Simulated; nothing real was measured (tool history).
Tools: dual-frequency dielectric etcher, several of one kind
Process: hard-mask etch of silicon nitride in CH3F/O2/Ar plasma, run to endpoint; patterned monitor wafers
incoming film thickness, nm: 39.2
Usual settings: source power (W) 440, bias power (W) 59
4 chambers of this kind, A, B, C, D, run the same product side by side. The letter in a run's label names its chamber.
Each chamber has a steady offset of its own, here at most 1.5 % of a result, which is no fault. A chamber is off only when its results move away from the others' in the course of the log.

| run | hour | source power (W) | bias power (W) | endpoint time (s) |
|---|---|---|---|---|
| 1B | 8.1 | 440 | 59 | 58.7 |
| 2C | 15.4 | 440 | 59 | 59.199 |
| 3A | 22 | 440 | 59 | 58.584 |
| 4D | 31.3 | 440 | 59 | 58.798 |
| 5B | 40 | 440 | 59 | 58.759 |
| 6A | 47.9 | 440 | 59 | 58.858 |
| 7D | 53.8 | 440 | 59 | 59.13 |
| 8C | 64.4 | 440 | 59 | 59.468 |
| 9B | 74.2 | 440 | 59 | 58.556 |
| 10A | 82.4 | 440 | 59 | 58.873 |
| 11D | 88.1 | 440 | 59 | 58.92 |
| 12C | 97 | 390 | 59 | 61.646 |
| 13B | 103.8 | 390 | 59 | 61.296 |
|  | 107.4 | chamber B: wet clean of the chamber |
| 14A | 114 | 390 | 59 | 61.456 |
| 15C | 122 | 390 | 59 | 61.717 |
| 16D | 128.4 | 440 | 59 | 58.798 |
| 17C | 133.5 | 440 | 68 | 56.435 |
| 18B | 141.6 | 440 | 68 | 56.069 |
| 19D | 147 | 440 | 68 | 56.733 |
| 20A | 154.4 | 440 | 68 | 56.041 |
| 21B | 159.8 | 440 | 59 | 59.021 |
| 22A | 167.7 | 440 | 59 | 58.554 |
| 23C | 177 | 440 | 59 | 58.268 |
| 24D | 186.4 | 440 | 59 | 59.635 |
| 25A | 195.1 | 440 | 59 | 58.119 |
| 26D | 203.1 | 440 | 59 | 59.267 |
| 27C | 214 | 440 | 71 | 55.366 |
| 28B | 223.4 | 440 | 71 | 54.822 |
| 29B | 230 | 440 | 71 | 55.37 |
| 30D | 236.3 | 440 | 71 | 56.131 |
| 31A | 241.5 | 370 | 71 | 58.954 |
| 32C | 248.8 | 370 | 71 | 59.074 |

All 4 chambers run these settings next. Forecast each chamber's results:
| 33A | 256.8 | 370 | 59 | ? |
| 33B | 256.8 | 370 | 59 | ? |
| 33C | 256.8 | 370 | 59 | ? |
| 33D | 256.8 | 370 | 59 | ? |

| run | endpoint time (s) |
|---|---|
| 33A | 62.313 |
| 33B | 62.374 |
| 33C | 62.24 |
| 33D | 62.572 |
